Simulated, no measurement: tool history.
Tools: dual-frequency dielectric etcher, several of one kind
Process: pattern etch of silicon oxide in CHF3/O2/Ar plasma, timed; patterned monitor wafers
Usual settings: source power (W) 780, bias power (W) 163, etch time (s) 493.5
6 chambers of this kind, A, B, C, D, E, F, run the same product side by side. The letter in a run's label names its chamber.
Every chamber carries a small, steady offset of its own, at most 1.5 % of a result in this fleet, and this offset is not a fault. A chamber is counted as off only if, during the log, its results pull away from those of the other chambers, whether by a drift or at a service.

run   hour  source power (W)  bias power (W)  etch time (s)  read-back reference wafer on the same gauge, depth_nm  mean etch depth across the wafer (angstrom)
 1A    6.2               780             163          493.5                                                 1109.9                                        10341
 2F   10.5               780             163          493.5                                                   1110                                        10425
 3E   18.5               780             163          493.5                                                 1109.7                                        10497
 4C   25.1               780             163          493.5                                                 1110.1                                        10569
 5D   33.7               780             163          493.5                                                 1110.6                                        10298
 6B   39.4               780             163          493.5                                                   1110                                        10410
 7B   46.3               780             163          493.5                                                 1109.6                                        10363
 8E   53.9               780             163          493.5                                                 1109.9                                        10465
 9C   61.9               780             163          493.5                                                 1109.8                                        10571
10A   68.6               780             163          493.5                                                 1110.8                                        10363
11D   77.5               780             163          493.5                                                 1110.2                                        10308
12F   81.4               780             163          423.5                                                 1109.8                                       8934.4
13B   86.9               780             163          423.5                                                 1109.9                                       8889.7
14F   93.5               780             163          423.5                                                 1109.4                                       8932.7
15E  100.7               780             163          423.5                                                 1110.6                                         8939
16A  108.8               780             163          423.5                                                 1110.2                                       8916.8
17D  114.4               780             163          423.5                                                 1110.3                                       8833.6
18C  122.9               640             163          493.5                                                 1109.8                                         9778
19F  126.8               640             163          493.5                                                 1110.1                                       9675.4
20B  132.7               640             163          493.5                                                   1110                                       9616.7
21A  140.6               640             163          493.5                                                 1110.4                                       9609.9
22E  144.8               640             163          493.5                                                 1109.5                                       9723.2
23D  149.4               640             163          493.5                                                 1109.2                                         9472
24C  154.2               780             163          493.5                                                 1109.7                                        10585
25E  160.6               780             148          493.5                                                 1109.5                                        10120
26C  167.6               780             148          493.5                                                 1109.7                                        10260
27B    172               780             148          493.5                                                 1109.3                                        10031
28A  180.6               780             148          493.5                                                 1110.3                                        10056
29F  186.7               780             148          493.5                                                 1110.2                                        10086
30D  194.8               780             148          493.5                                                 1110.9                                       9865.8
31B  203.1               780             163          493.5                                                 1109.6                                        10379
32D    211               780             163          493.5                                                 1110.2                                        10147
     211.1  -- chamber C: source power generator calibrated
     219.6  -- chamber B: bias power generator calibrated
33A  219.6               780             147          412.5                                                 1110.2                                       8431.3
34E  224.6               780             147          412.5                                                 1110.1                                       8470.4
35C  229.7               780             147          412.5                                                 1110.1                                       8547.6
       236  -- chamber B: wet clean of the chamber
36F  237.9               780             147          412.5                                                 1110.3                                       8426.5
37C  243.5               780             147          412.5                                                 1110.2                                       8506.2
38E  250.8               780             147          412.5                                                 1109.8                                       8441.6
39F  254.9               780             163          493.5                                                 1110.5                                        10457
40D  260.9               780             163          493.5                                                   1110                                        10131
41A    269               780             163          493.5                                                 1110.2                                        10351
42B  277.5               780             163          493.5                                                   1110                                        10395

Next, every chamber runs the same settings. What will each give?
43A  283.9               780             199          493.5                                                                                                   ?
43B  283.9               780             199          493.5                                                                                                   ?
43C  283.9               780             199          493.5                                                                                                   ?
43D  283.9               780             199          493.5                                                                                                   ?
43E  283.9               780             199          493.5                                                                                                   ?
43F  283.9               780             199          493.5                                                                                                   ?

run  mean etch depth across the wafer (angstrom)
43A                                        11093
43B                                        11108
43C                                        11243
43D                                        10813
43E                                        11177
43F                                        11164
